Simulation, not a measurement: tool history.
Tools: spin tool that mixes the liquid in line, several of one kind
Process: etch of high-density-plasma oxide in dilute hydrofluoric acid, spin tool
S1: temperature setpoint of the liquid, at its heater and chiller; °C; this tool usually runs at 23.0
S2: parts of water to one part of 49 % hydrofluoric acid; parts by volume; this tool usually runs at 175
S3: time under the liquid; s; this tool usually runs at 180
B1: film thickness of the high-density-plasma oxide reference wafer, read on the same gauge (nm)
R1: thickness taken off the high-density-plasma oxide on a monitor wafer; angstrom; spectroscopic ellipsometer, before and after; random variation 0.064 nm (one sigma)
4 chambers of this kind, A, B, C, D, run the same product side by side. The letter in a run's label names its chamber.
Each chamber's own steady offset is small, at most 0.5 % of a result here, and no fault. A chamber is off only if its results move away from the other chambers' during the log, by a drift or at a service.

run 1C day=0.171 | S1=23.0 S2=175 S3=180 | B1=150.01 | R1=82.610
run 2B day=0.338 | S1=23.0 S2=175 S3=180 | B1=149.99 | R1=83.503
run 3A day=0.450 | S1=23.0 S2=175 S3=180 | B1=150.01 | R1=82.686
run 4D day=0.554 | S1=23.0 S2=175 S3=180 | B1=149.99 | R1=83.388
run 5A day=0.692 | S1=23.0 S2=175 S3=180 | B1=150.01 | R1=83.166
run 6B day=0.796 | S1=23.0 S2=175 S3=180 | B1=149.97 | R1=83.765
-- day=0.892 chamber C: thermometer replaced
run 7C day=0.971 | S1=23.0 S2=175 S3=180 | B1=149.99 | R1=82.648
run 8D day=1.088 | S1=23.0 S2=175 S3=180 | B1=150.00 | R1=83.393
run 9D day=1.171 | S1=21.5 S2=125 S3=180 | B1=150.01 | R1=117.570
run 10C day=1.279 | S1=21.5 S2=125 S3=180 | B1=150.00 | R1=115.010
run 11B day=1.371 | S1=21.5 S2=125 S3=180 | B1=150.00 | R1=116.900
run 12A day=1.467 | S1=21.5 S2=125 S3=180 | B1=150.00 | R1=114.400
run 13B day=1.558 | S1=27.0 S2=175 S3=90 | B1=149.99 | R1=48.674
run 14D day=1.683 | S1=27.0 S2=175 S3=90 | B1=149.99 | R1=48.110
run 15C day=1.796 | S1=27.0 S2=175 S3=90 | B1=149.99 | R1=48.278
run 16A day=1.900 | S1=27.0 S2=175 S3=90 | B1=150.01 | R1=47.958
run 17D day=2.017 | S1=23.0 S2=175 S3=180 | B1=150.01 | R1=82.579
run 18A day=2.188 | S1=23.0 S2=175 S3=180 | B1=149.99 | R1=82.898
run 19B day=2.288 | S1=23.0 S2=175 S3=180 | B1=150.02 | R1=82.983
run 20C day=2.475 | S1=23.0 S2=175 S3=180 | B1=150.00 | R1=84.829
run 21B day=2.617 | S1=23.0 S2=175 S3=180 | B1=149.98 | R1=82.694
run 22C day=2.742 | S1=19.5 S2=200 S3=180 | B1=149.99 | R1=64.443
run 23A day=2.838 | S1=19.5 S2=200 S3=180 | B1=149.98 | R1=62.525
run 24D day=2.933 | S1=19.5 S2=200 S3=180 | B1=149.98 | R1=62.499
run 25D day=3.100 | S1=19.5 S2=200 S3=180 | B1=150.00 | R1=62.929
run 26A day=3.258 | S1=23.0 S2=175 S3=180 | B1=149.99 | R1=82.721
run 27B day=3.342 | S1=23.0 S2=175 S3=180 | B1=149.99 | R1=84.582
run 28C day=3.425 | S1=23.0 S2=175 S3=180 | B1=150.01 | R1=87.714
run 29B day=3.538 | S1=23.0 S2=175 S3=180 | B1=150.02 | R1=83.925
run 30D day=3.717 | S1=23.0 S2=175 S3=180 | B1=150.01 | R1=82.670
run 31C day=3.850 | S1=23.0 S2=115 S3=245 | B1=149.99 | R1=192.320
run 32A day=4.004 | S1=23.0 S2=115 S3=245 | B1=150.00 | R1=184.020
run 33C day=4.096 | S1=23.0 S2=115 S3=245 | B1=150.01 | R1=197.030
run 34D day=4.246 | S1=23.0 S2=115 S3=245 | B1=150.01 | R1=183.660
run 35A day=4.358 | S1=23.0 S2=175 S3=180 | B1=149.99 | R1=82.734
run 36B day=4.446 | S1=23.0 S2=175 S3=180 | B1=149.98 | R1=84.953
run 37A day=4.546 | S1=23.0 S2=175 S3=180 | B1=149.99 | R1=83.620
run 38C day=4.638 | S1=23.0 S2=175 S3=180 | B1=149.99 | R1=90.354

For the next run the whole fleet of 4 chambers uses the same settings. Give each chamber's results:
run 39A day=4.771 | S1=23.0 S2=175 S3=180 | R1=?
run 39B day=4.771 | S1=23.0 S2=175 S3=180 | R1=?
run 39C day=4.771 | S1=23.0 S2=175 S3=180 | R1=?
run 39D day=4.771 | S1=23.0 S2=175 S3=180 | R1=?

run=39A R1=81.277
run=39B R1=82.380
run=39C R1=90.380
run=39D R1=83.825
